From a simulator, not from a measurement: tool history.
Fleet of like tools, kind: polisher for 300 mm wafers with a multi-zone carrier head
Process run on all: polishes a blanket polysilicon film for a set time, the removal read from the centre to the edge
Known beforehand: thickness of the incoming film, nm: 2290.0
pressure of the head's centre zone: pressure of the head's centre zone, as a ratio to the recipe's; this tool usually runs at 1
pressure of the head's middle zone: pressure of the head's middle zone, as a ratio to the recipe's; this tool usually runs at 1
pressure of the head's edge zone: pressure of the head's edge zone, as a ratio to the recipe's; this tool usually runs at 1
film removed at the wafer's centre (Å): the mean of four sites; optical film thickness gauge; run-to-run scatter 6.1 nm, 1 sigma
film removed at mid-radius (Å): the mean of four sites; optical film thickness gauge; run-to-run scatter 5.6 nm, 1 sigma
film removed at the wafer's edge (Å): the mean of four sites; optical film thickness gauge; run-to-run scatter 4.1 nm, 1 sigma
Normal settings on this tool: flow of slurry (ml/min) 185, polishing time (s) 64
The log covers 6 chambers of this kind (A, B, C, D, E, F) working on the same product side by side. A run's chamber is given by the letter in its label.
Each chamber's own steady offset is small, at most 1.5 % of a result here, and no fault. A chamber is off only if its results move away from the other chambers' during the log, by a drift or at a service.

| run | day | flow of slurry (ml/min) | pressure of the head's centre zone | pressure of the head's middle zone | pressure of the head's edge zone | polishing time (s) | film removed at the wafer's centre (Å) | film removed at mid-radius (Å) | film removed at the wafer's edge (Å) |
|---|---|---|---|---|---|---|---|---|---|
| 1A | 0.129 | 185 | 1 | 1 | 1 | 64 | 6819.9 | 6738.4 | 6709 |
| 2C | 0.296 | 185 | 1 | 1 | 1 | 64 | 6521.9 | 6690.3 | 6683.5 |
|  | 0.321 | chamber F: worn pad replaced by a new one |
| 3D | 0.508 | 185 | 1 | 1 | 1 | 64 | 6694.8 | 6747.3 | 6676.7 |
|  | 0.558 | chamber C: worn pad replaced by a new one |
| 4E | 0.646 | 185 | 1 | 1 | 1 | 64 | 6617.3 | 6641.8 | 6656 |
| 5F | 0.867 | 185 | 1 | 1 | 1 | 64 | 6805 | 6660.4 | 6672.4 |
| 6B | 1.021 | 185 | 1 | 1 | 1 | 64 | 6758.4 | 6736.8 | 6749.9 |
| 7D | 1.271 | 185 | 1 | 1.05 | 0.88 | 64 | 6606.4 | 7053.5 | 6191.1 |
| 8F | 1.425 | 185 | 1 | 1.05 | 0.88 | 64 | 6729.2 | 7053.2 | 6242.4 |
| 9A | 1.554 | 185 | 1 | 1.05 | 0.88 | 64 | 6831.9 | 7044.6 | 6268.2 |
| 10C | 1.708 | 185 | 1 | 1.05 | 0.88 | 64 | 6594.6 | 6996.6 | 6327.4 |
| 11B | 1.879 | 185 | 1 | 1.05 | 0.88 | 64 | 6756 | 6922.6 | 6298.9 |
| 12E | 2.096 | 185 | 1 | 1.05 | 0.88 | 64 | 6675.4 | 6810.5 | 6212.1 |
|  | 2.188 | chamber F: slurry nozzle cleaned |
|  | 2.258 | chamber A: worn pad replaced by a new one |
| 13A | 2.371 | 185 | 1 | 1 | 1 | 64 | 6751.4 | 6664.9 | 6740.5 |
|  | 2.421 | chamber B: worn pad replaced by a new one |
| 14D | 2.567 | 185 | 1 | 1 | 1 | 64 | 6572.4 | 6707.1 | 6596.7 |
| 15E | 2.712 | 185 | 1 | 1 | 1 | 64 | 6764.1 | 6647.7 | 6631 |
|  | 2.808 | chamber E: edge zone pressure recalibrated |
|  | 2.933 | chamber F: worn pad replaced by a new one |
| 16B | 2.988 | 185 | 1 | 1 | 1 | 64 | 6691.3 | 6642.9 | 6819.6 |
| 17F | 3.188 | 185 | 0.92 | 1 | 1 | 45 | 4335.3 | 4684.7 | 4706.4 |
|  | 3.371 | chamber E: worn pad replaced by a new one |
| 18C | 3.417 | 185 | 0.92 | 1 | 1 | 45 | 4247.8 | 4697.8 | 4740.1 |
|  | 3.429 | chamber C: worn pad replaced by a new one |
| 19B | 3.592 | 185 | 0.92 | 1 | 1 | 45 | 4353.6 | 4739.2 | 4736.1 |
| 20F | 3.792 | 185 | 0.92 | 1 | 1 | 45 | 4254.5 | 4706.7 | 4662.3 |
| 21D | 4.079 | 185 | 0.92 | 1 | 1 | 45 | 4168.5 | 4584.4 | 4550.3 |
| 22C | 4.225 | 185 | 0.92 | 1 | 1 | 45 | 4235.6 | 4677.8 | 4753.9 |
|  | 4.304 | chamber C: slurry nozzle cleaned |
| 23E | 4.388 | 185 | 1 | 1 | 1 | 64 | 6688.4 | 6638.6 | 6680.3 |
| 24A | 4.588 | 185 | 1 | 1 | 1 | 64 | 6654.3 | 6695.6 | 6737.2 |
| 25D | 4.838 | 185 | 1 | 1 | 1 | 64 | 6460.7 | 6548.3 | 6543 |
| 26C | 5.079 | 245 | 1 | 1 | 1 | 64 | 6897 | 6999.1 | 6936.1 |
| 27F | 5.279 | 245 | 1 | 1 | 1 | 64 | 7031.1 | 7010.1 | 6834.6 |
| 28B | 5.525 | 245 | 1 | 1 | 1 | 64 | 7012.5 | 6976.1 | 6929.6 |
|  | 5.671 | chamber B: worn pad replaced by a new one |
| 29E | 5.742 | 245 | 1 | 1 | 1 | 64 | 6956.9 | 6874.1 | 6902.7 |
|  | 5.804 | chamber F: worn pad replaced by a new one |
| 30A | 5.938 | 245 | 1 | 1 | 1 | 64 | 7033.1 | 6986.4 | 6961.1 |
| 31D | 6.2 | 245 | 1 | 1 | 1 | 64 | 6663.2 | 6754.3 | 6659 |
| 32F | 6.442 | 185 | 1 | 1 | 1 | 64 | 6702.8 | 6624.2 | 6604.1 |
|  | 6.454 | chamber C: worn pad replaced by a new one |
| 33A | 6.658 | 185 | 1 | 1 | 1 | 64 | 6686.2 | 6678.2 | 6720.8 |
|  | 6.692 | chamber B: centre zone pressure recalibrated |
| 34B | 6.862 | 185 | 1 | 1 | 1 | 64 | 6660.5 | 6704 | 6742.3 |
| 35C | 7.029 | 185 | 1 | 1 | 1 | 64 | 6656 | 6720.1 | 6751.3 |
| 36E | 7.321 | 185 | 1 | 1 | 1 | 64 | 6599.6 | 6743.7 | 6671.3 |
| 37D | 7.533 | 185 | 1 | 1 | 1 | 64 | 6383.3 | 6449.2 | 6393.6 |
| 38C | 7.675 | 185 | 1 | 1 | 1 | 64 | 6503.6 | 6829.3 | 6731.1 |

Predict what each chamber gives when all 6 of them run the settings below next.
| 39A | 7.883 | 185 | 1 | 1 | 1 | 64 | ? | ? | ? |
| 39B | 7.883 | 185 | 1 | 1 | 1 | 64 | ? | ? | ? |
| 39C | 7.883 | 185 | 1 | 1 | 1 | 64 | ? | ? | ? |
| 39D | 7.883 | 185 | 1 | 1 | 1 | 64 | ? | ? | ? |
| 39E | 7.883 | 185 | 1 | 1 | 1 | 64 | ? | ? | ? |
| 39F | 7.883 | 185 | 1 | 1 | 1 | 64 | ? | ? | ? |

| run | film removed at the wafer's centre (Å) | film removed at mid-radius (Å) | film removed at the wafer's edge (Å) |
|---|---|---|---|
| 39A | 6716 | 6668.2 | 6681.3 |
| 39B | 6600.7 | 6718.9 | 6793 |
| 39C | 6533.3 | 6700.1 | 6759 |
| 39D | 6315.6 | 6409.9 | 6335.5 |
| 39E | 6689.2 | 6652 | 6653.7 |
| 39F | 6622 | 6556.4 | 6607.8 |
